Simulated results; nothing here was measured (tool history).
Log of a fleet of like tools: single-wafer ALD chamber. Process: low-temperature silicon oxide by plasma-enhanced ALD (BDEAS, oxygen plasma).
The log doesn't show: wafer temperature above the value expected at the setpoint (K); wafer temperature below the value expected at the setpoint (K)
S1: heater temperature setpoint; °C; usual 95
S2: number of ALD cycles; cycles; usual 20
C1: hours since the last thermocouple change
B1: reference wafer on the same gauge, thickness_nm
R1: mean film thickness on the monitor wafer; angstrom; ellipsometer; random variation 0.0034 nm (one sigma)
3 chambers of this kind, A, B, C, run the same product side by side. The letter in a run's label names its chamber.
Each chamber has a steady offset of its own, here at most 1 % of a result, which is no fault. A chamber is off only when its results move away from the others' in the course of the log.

Run 1A, day 0.438: usual settings; C1 1851; B1 3.1288. Result: R1 29.371 angstrom.
Run 2B, day 0.754: usual settings; C1 1441.6; B1 3.1289. Result: R1 29.267 angstrom.
Run 3C, day 1.042: usual settings; C1 62.1; B1 3.1277. Result: R1 29.114 angstrom.
Run 4A, day 1.362: usual settings; C1 1873.2; B1 3.126. Result: R1 29.289 angstrom.
Run 5B, day 1.721: usual settings; C1 1464.8; B1 3.1274. Result: R1 29.196 angstrom.
Run 6C, day 2.05: usual settings but S1 105 °C, S2 16 cycles; C1 86.3; B1 3.1264. Result: R1 22.708 angstrom.
Run 7C, day 2.312: usual settings but S1 105 °C, S2 16 cycles; C1 92.6; B1 3.1254. Result: R1 22.674 angstrom.
Run 8B, day 2.696: usual settings but S1 105 °C, S2 16 cycles; C1 1488.2; B1 3.124. Result: R1 22.706 angstrom.
Run 9A, day 3.033: usual settings but S2 17 cycles; C1 1913.3; B1 3.1249. Result: R1 24.864 angstrom.
Run 10B, day 3.254: usual settings but S2 17 cycles; C1 1501.6; B1 3.1229. Result: R1 24.756 angstrom.
Run 11A, day 3.696: usual settings but S2 17 cycles; C1 1929.2; B1 3.1227. Result: R1 24.87 angstrom.
Run 12C, day 4.088: usual settings but S1 87 °C; C1 135.2; B1 3.1226. Result: R1 29.834 angstrom.
Run 13A, day 4.508: usual settings but S1 87 °C; C1 1948.7; B1 3.1207. Result: R1 30.026 angstrom.
Run 14C, day 4.971: usual settings but S1 87 °C; C1 156.4; B1 3.1208. Result: R1 29.891 angstrom.
Run 15B, day 5.188: usual settings but S1 86 °C, S2 23 cycles; C1 1548; B1 3.1186. Result: R1 34.575 angstrom.
Run 16A, day 5.458: usual settings but S1 86 °C, S2 23 cycles; C1 1971.5; B1 3.1184. Result: R1 34.573 angstrom.
Run 17C, day 5.696: usual settings but S1 86 °C, S2 23 cycles; C1 173.8; B1 3.1179. Result: R1 34.419 angstrom.
Run 18B, day 6.096: usual settings; C1 1569.8; B1 3.1183. Result: R1 29.197 angstrom.
Run 19C, day 6.517: usual settings; C1 193.5; B1 3.1163. Result: R1 29.034 angstrom.
Run 20A, day 6.954: usual settings; C1 2007.4; B1 3.1164. Result: R1 29.206 angstrom.
Run 21B, day 7.279: usual settings; C1 1598.2; B1 3.1153. Result: R1 29.043 angstrom.

Next, every chamber runs the same settings. What will each give?
Run 22A, day 7.608: usual settings but S2 22 cycles. Result: R1 ?.
Run 22B, day 7.608: usual settings but S2 22 cycles. Result: R1 ?.
Run 22C, day 7.608: usual settings but S2 22 cycles. Result: R1 ?.

run      R1
22A   32.14
22B  32.003
22C  31.948
